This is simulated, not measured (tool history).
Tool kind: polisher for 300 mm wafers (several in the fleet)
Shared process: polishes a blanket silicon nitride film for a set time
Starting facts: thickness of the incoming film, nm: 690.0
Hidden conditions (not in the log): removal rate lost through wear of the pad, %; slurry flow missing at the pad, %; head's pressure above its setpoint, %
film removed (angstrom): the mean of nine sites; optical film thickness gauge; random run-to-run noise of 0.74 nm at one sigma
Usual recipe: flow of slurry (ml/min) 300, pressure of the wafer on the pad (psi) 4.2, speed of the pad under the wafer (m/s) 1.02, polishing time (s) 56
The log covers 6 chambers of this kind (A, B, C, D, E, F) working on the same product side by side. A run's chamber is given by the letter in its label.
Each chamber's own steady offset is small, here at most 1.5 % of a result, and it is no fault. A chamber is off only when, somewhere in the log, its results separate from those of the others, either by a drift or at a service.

run   hour  flow of slurry (ml/min)  pressure of the wafer on the pad (psi)  speed of the pad under the wafer (m/s)  polishing time (s)  wafers polished on this pad  hours since the slurry nozzle was cleaned  hours since the head pressure was calibrated  film removed (angstrom)
 1F    9.9                      300                                     4.2                                    1.02                  56                          252                                      723.3                                         209.5                   962.06
      10.3  -- chamber D: worn pad replaced by a new one
      17.7  -- chamber A: head pressure recalibrated
 2D   22.2                      300                                     4.2                                    1.02                  56                           99                                        584                                         552.2                   966.08
      28.6  -- chamber F: slurry nozzle cleaned
 3A   32.9                      300                                     4.2                                    1.02                  56                          343                                      145.2                                          15.3                   958.71
      38.6  -- chamber B: worn pad replaced by a new one
 4C   39.5                      300                                     4.2                                    1.02                  56                          494                                      531.2                                         711.9                   967.44
      44.3  -- chamber D: slurry nozzle cleaned
 5B   52.6                      300                                     4.2                                    1.02                  56                          116                                      297.1                                         524.8                   971.05
 6E   61.6                      300                                     4.2                                    1.02                  56                         1014                                      141.5                                         725.4                   968.58
      63.5  -- chamber A: worn pad replaced by a new one
 7B   67.8                      300                                     4.2                                    1.02                  56                          242                                      312.3                                           540                   966.81
 8F   74.5                      300                                     4.2                                    1.02                  56                          788                                         46                                         274.1                    970.7
      80.3  -- chamber C: worn pad replaced by a new one
 9E   83.1                      300                                     4.2                                    1.02                  56                         1192                                        163                                         746.9                   971.13
10C   97.2                      300                                     4.2                                    1.02                  56                          140                                      588.9                                         769.6                   963.39
11A  109.4                      300                                     4.2                                    1.02                  56                          380                                      221.7                                          91.8                   949.69
     114.4  -- chamber E: worn pad replaced by a new one
12D  115.7                      260                                     4.2                                    1.02                  56                          874                                       71.4                                         645.7                   966.51
13B  127.8                      260                                     4.2                                    1.02                  56                          739                                      372.3                                           600                   963.02
14A  139.5                      260                                     4.2                                    1.02                  56                          629                                      251.8                                         121.9                   937.27
     140.2  -- chamber D: worn pad replaced by a new one
     150.3  -- chamber A: worn pad replaced by a new one
15E    153                      260                                     4.2                                    1.02                  56                          320                                      232.9                                         816.8                   960.68
     153.3  -- chamber C: head pressure recalibrated
     153.5  -- chamber B: worn pad replaced by a new one
16C  163.7                      260                                     4.2                                    1.02                  56                          691                                      655.4                                          10.4                   952.56
17F  172.7                      260                                     4.2                                    1.02                  56                         1601                                      144.2                                         372.3                   952.19
18D  185.2                      300                                     4.2                                    1.02                  56                          373                                      140.9                                         715.2                   973.52
19E  193.1                      300                                     4.2                                    1.02                  56                          652                                        273                                         856.9                   971.84
20D  201.2                      300                                     4.2                                    1.02                  56                          505                                      156.9                                         731.2                   969.02
     203.3  -- chamber C: worn pad replaced by a new one
21C  210.5                      300                                     4.2                                    1.02                  56                           60                                      702.2                                          57.2                   962.88
22F  218.7                      300                                     4.2                                    1.02                  56                         1983                                      190.2                                         418.3                   941.26
23A  226.8                      300                                     4.2                                    1.02                  56                          634                                      339.1                                         209.2                   944.56
     234.9  -- chamber A: worn pad replaced by a new one
24B  235.5                      300                                     4.2                                    1.02                  56                          680                                        480                                         707.7                   960.09
25B  245.2                      300                                     4.2                                    1.02                  56                          760                                      489.7                                         717.4                   965.85
     251.8  -- chamber B: worn pad replaced by a new one
26D  254.4                      300                                     4.2                                    1.02                  56                          946                                      210.1                                         784.4                   976.03
     260.4  -- chamber E: worn pad replaced by a new one
27A  261.3                      300                                     3.3                                    1.02                  72                          219                                      373.6                                         243.7                   967.07
28F  274.3                      300                                     3.3                                    1.02                  72                         2443                                      245.8                                         473.9                      940
     276.6  -- chamber D: worn pad replaced by a new one
29C  286.4                      300                                     3.3                                    1.02                  72                          689                                      778.1                                         133.1                   988.96
30E    295                      300                                     3.3                                    1.02                  72                          286                                      374.9                                         958.8                   985.33
     300.4  -- chamber C: worn pad replaced by a new one
31F  304.2                      300                                     3.3                                    1.02                  72                         2691                                      275.7                                         503.8                   927.81
32E  311.1                      300                                     3.3                                    1.02                  72                          420                                        391                                         974.9                   994.24
33C    324                      300                                     4.2                                    1.02                  56                          195                                      815.7                                         170.7                   961.46
     326.3  -- chamber A: worn pad replaced by a new one
     329.2  -- chamber B: head pressure recalibrated
34A  333.3                      300                                     4.2                                    1.02                  63                           58                                      445.6                                         315.7                   1067.2
35D  342.3                      300                                     4.2                                    1.02                  63                          544                                        298                                         872.3                   1087.9
36B    349                      300                                     4.2                                    1.02                  63                          806                                      593.5                                          19.9                   1086.6
37B    358                      300                                     4.2                                    1.02                  63                          880                                      602.5                                          28.9                   1078.2
38D  369.6                      300                                     4.2                                    1.02                  63                          771                                      325.3                                         899.6                   1080.9
39F  380.6                      300                                     4.2                                    1.02                  63                         3324                                      352.1                                         580.2                   1014.8
40C  391.3                      395                                     4.9                                    1.02                  56                          753                                        883                                           238                   1132.2
41E  402.8                      395                                     4.9                                    1.02                  56                         1180                                      482.7                                        1066.6                     1160

One chamber off, gauge drift, or nothing amiss beyond the chambers' own small offsets? If it is a chamber, which one, and what is the likeliest cause?

Little by little, chamber F moves away from the other chambers.
What lies behind it: removal rate lost through wear of the pad, % = 8.49.
Not necessarily distinguishable in this log from: head's pressure below its setpoint, %.

Below are 4 candidate recipes for chamber F's next run, each the usual settings with a change, their results shown as question marks. Which of them brings F's results back in line with what the other chambers give on the usual settings?
Allowed miss from the other chambers' usual-settings mean, per result, to count as in line: film removed (angstrom) 26
42F-1  412.9                      300                                     4.4                                    1.04                  58                                                                                                                                              ?
42F-2  412.9                      300                                     4.1                                       1                  54                                                                                                                                              ?
42F-3  412.9                      300                                     4.7                                    1.12                  56                                                                                                                                              ?
42F-4  412.9                      300                                     3.7                                    0.94                  56                                                                                                                                              ?

The other chambers' mean on the usual settings: film removed (angstrom) 967.6
  run  film removed (angstrom)
42F-1                    981.6
42F-2                   824.41
42F-3                   1075.2
42F-4                   733.05
42F-1 brings the chamber back in line.
